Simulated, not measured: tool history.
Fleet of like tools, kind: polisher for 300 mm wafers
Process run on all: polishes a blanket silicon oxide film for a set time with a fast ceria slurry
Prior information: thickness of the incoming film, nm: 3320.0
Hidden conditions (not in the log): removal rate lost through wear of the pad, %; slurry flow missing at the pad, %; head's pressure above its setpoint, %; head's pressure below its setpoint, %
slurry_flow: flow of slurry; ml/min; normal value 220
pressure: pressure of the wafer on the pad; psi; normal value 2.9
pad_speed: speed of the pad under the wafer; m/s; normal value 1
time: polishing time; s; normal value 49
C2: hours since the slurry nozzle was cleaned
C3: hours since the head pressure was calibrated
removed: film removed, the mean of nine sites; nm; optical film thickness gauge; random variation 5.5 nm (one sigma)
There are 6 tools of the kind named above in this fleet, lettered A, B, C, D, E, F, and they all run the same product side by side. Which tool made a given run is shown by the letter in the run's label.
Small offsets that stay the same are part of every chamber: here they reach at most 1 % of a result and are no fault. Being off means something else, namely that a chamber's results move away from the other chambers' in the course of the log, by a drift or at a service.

-- hour=4.5 chamber D: worn pad replaced by a new one
run 1D hour=7.4 | slurry_flow=220 pressure=2.9 pad_speed=1 time=49 | wafers_polished_on_this_pad=34 C2=84.6 C3=473.2 | removed=738.06
run 2A hour=14.2 | slurry_flow=220 pressure=2.9 pad_speed=1 time=49 | wafers_polished_on_this_pad=646 C2=286.4 C3=30.3 | removed=723.84
-- hour=17.1 chamber B: slurry nozzle cleaned
-- hour=17.1 chamber A: worn pad replaced by a new one
-- hour=18.2 chamber C: worn pad replaced by a new one
run 3B hour=18.6 | slurry_flow=220 pressure=2.9 pad_speed=1 time=49 | wafers_polished_on_this_pad=835 C2=1.5 C3=304.9 | removed=734.59
-- hour=19.4 chamber F: worn pad replaced by a new one
run 4F hour=22.3 | slurry_flow=220 pressure=2.9 pad_speed=1 time=49 | wafers_polished_on_this_pad=35 C2=499.8 C3=554.5 | removed=734.64
run 5E hour=28.5 | slurry_flow=220 pressure=2.9 pad_speed=1 time=49 | wafers_polished_on_this_pad=373 C2=157.8 C3=78 | removed=734.56
run 6C hour=32.6 | slurry_flow=220 pressure=2.9 pad_speed=1 time=49 | wafers_polished_on_this_pad=172 C2=68.8 C3=577.7 | removed=731.62
run 7D hour=36.2 | slurry_flow=220 pressure=2.9 pad_speed=1 time=49 | wafers_polished_on_this_pad=378 C2=113.4 C3=502 | removed=734.32
-- hour=39.1 chamber B: worn pad replaced by a new one
run 8A hour=41.1 | slurry_flow=220 pressure=2.9 pad_speed=1 time=49 | wafers_polished_on_this_pad=287 C2=313.3 C3=57.2 | removed=739.08
run 9E hour=45.8 | slurry_flow=220 pressure=2.9 pad_speed=1 time=49 | wafers_polished_on_this_pad=580 C2=175.1 C3=95.3 | removed=739.08
run 10B hour=51.1 | slurry_flow=220 pressure=2.9 pad_speed=1 time=49 | wafers_polished_on_this_pad=144 C2=34 C3=337.4 | removed=741.78
run 11C hour=56 | slurry_flow=220 pressure=2.9 pad_speed=1 time=49 | wafers_polished_on_this_pad=452 C2=92.2 C3=601.1 | removed=741.65
run 12F hour=62.1 | slurry_flow=220 pressure=2.9 pad_speed=1 time=49 | wafers_polished_on_this_pad=510 C2=539.6 C3=594.3 | removed=727.55
-- hour=64.2 chamber D: worn pad replaced by a new one
run 13D hour=66.5 | slurry_flow=220 pressure=2.9 pad_speed=1 time=49 | wafers_polished_on_this_pad=27 C2=143.7 C3=532.3 | removed=729.7
run 14F hour=69.9 | slurry_flow=220 pressure=2.9 pad_speed=1 time=49 | wafers_polished_on_this_pad=603 C2=547.4 C3=602.1 | removed=736.58
run 15E hour=76.7 | slurry_flow=220 pressure=2.9 pad_speed=1 time=49 | wafers_polished_on_this_pad=949 C2=206 C3=126.2 | removed=740.97
-- hour=81.8 chamber A: worn pad replaced by a new one
run 16B hour=82.5 | slurry_flow=220 pressure=2.9 pad_speed=1 time=49 | wafers_polished_on_this_pad=519 C2=65.4 C3=368.8 | removed=732.45
run 17C hour=85.8 | slurry_flow=220 pressure=2.9 pad_speed=1 time=49 | wafers_polished_on_this_pad=808 C2=122 C3=630.9 | removed=728.5
-- hour=86.4 chamber E: worn pad replaced by a new one
run 18A hour=90 | slurry_flow=220 pressure=2.9 pad_speed=1 time=49 | wafers_polished_on_this_pad=98 C2=362.2 C3=106.1 | removed=726.2
run 19A hour=96.9 | slurry_flow=220 pressure=2.9 pad_speed=1 time=49 | wafers_polished_on_this_pad=180 C2=369.1 C3=113 | removed=726.62
run 20C hour=103.5 | slurry_flow=220 pressure=2.9 pad_speed=1 time=49 | wafers_polished_on_this_pad=1020 C2=139.7 C3=648.6 | removed=724.5
-- hour=104.1 chamber C: worn pad replaced by a new one
-- hour=108.5 chamber B: worn pad replaced by a new one
run 21E hour=109.8 | slurry_flow=220 pressure=2.9 pad_speed=1 time=49 | wafers_polished_on_this_pad=280 C2=239.1 C3=159.3 | removed=738.83
run 22F hour=113.6 | slurry_flow=220 pressure=2.9 pad_speed=1 time=49 | wafers_polished_on_this_pad=1126 C2=591.1 C3=645.8 | removed=729.77
run 23D hour=117.9 | slurry_flow=220 pressure=2.9 pad_speed=1 time=49 | wafers_polished_on_this_pad=642 C2=195.1 C3=583.7 | removed=744.23
-- hour=120.9 chamber D: worn pad replaced by a new one
run 24B hour=121.8 | slurry_flow=220 pressure=2.9 pad_speed=1 time=49 | wafers_polished_on_this_pad=159 C2=104.7 C3=408.1 | removed=736.68
run 25D hour=125.1 | slurry_flow=220 pressure=2.9 pad_speed=1 time=49 | wafers_polished_on_this_pad=51 C2=202.3 C3=590.9 | removed=727.17
-- hour=129.2 chamber F: worn pad replaced by a new one
run 26A hour=131.9 | slurry_flow=220 pressure=2.9 pad_speed=1 time=49 | wafers_polished_on_this_pad=599 C2=404.1 C3=148 | removed=730.34
run 27C hour=136 | slurry_flow=220 pressure=2.9 pad_speed=1 time=49 | wafers_polished_on_this_pad=382 C2=172.2 C3=681.1 | removed=729.97
-- hour=136.2 chamber A: worn pad replaced by a new one
run 28E hour=141.8 | slurry_flow=220 pressure=2.9 pad_speed=1 time=49 | wafers_polished_on_this_pad=662 C2=271.1 C3=191.3 | removed=741.75
run 29F hour=148.7 | slurry_flow=220 pressure=2.9 pad_speed=1 time=49 | wafers_polished_on_this_pad=233 C2=626.2 C3=680.9 | removed=732.94
-- hour=152.5 chamber D: head pressure recalibrated
run 30B hour=156.1 | slurry_flow=220 pressure=2.9 pad_speed=1 time=41 | wafers_polished_on_this_pad=569 C2=139 C3=442.4 | removed=609.01
run 31F hour=161.9 | slurry_flow=220 pressure=2.9 pad_speed=1 time=41 | wafers_polished_on_this_pad=390 C2=639.4 C3=694.1 | removed=609.03
run 32C hour=165.8 | slurry_flow=220 pressure=2.9 pad_speed=1 time=41 | wafers_polished_on_this_pad=738 C2=202 C3=710.9 | removed=611.92
run 33D hour=169.6 | slurry_flow=220 pressure=2.9 pad_speed=1 time=41 | wafers_polished_on_this_pad=583 C2=246.8 C3=17.2 | removed=612.54
run 34A hour=173.2 | slurry_flow=220 pressure=2.9 pad_speed=1 time=41 | wafers_polished_on_this_pad=442 C2=445.4 C3=189.3 | removed=615.36
-- hour=175.4 chamber F: slurry nozzle cleaned
run 35E hour=180.6 | slurry_flow=220 pressure=2.9 pad_speed=1 time=41 | wafers_polished_on_this_pad=1126 C2=309.9 C3=230.1 | removed=617.7
-- hour=184.6 chamber E: worn pad replaced by a new one
run 36B hour=185 | slurry_flow=220 pressure=2.9 pad_speed=1 time=42 | wafers_polished_on_this_pad=914 C2=167.9 C3=471.3 | removed=625.75
-- hour=185.1 chamber C: worn pad replaced by a new one
run 37E hour=188.9 | slurry_flow=220 pressure=2.9 pad_speed=1 time=42 | wafers_polished_on_this_pad=51 C2=318.2 C3=238.4 | removed=628.93
-- hour=192.5 chamber A: worn pad replaced by a new one
run 38A hour=195.8 | slurry_flow=220 pressure=2.9 pad_speed=1 time=42 | wafers_polished_on_this_pad=40 C2=468 C3=211.9 | removed=623.19
run 39F hour=199.7 | slurry_flow=220 pressure=2.9 pad_speed=1 time=42 | wafers_polished_on_this_pad=842 C2=24.4 C3=731.9 | removed=617.68
run 40C hour=206.5 | slurry_flow=220 pressure=2.9 pad_speed=1 time=42 | wafers_polished_on_this_pad=255 C2=242.7 C3=751.6 | removed=621.77

What goes on in this fleet: one chamber off, a drifting gauge, or nothing beyond the chambers' own small offsets? Name the chamber and the cause, if any.

Nothing is wrong: each chamber keeps only its own small, steady offset and the gauge holds still.
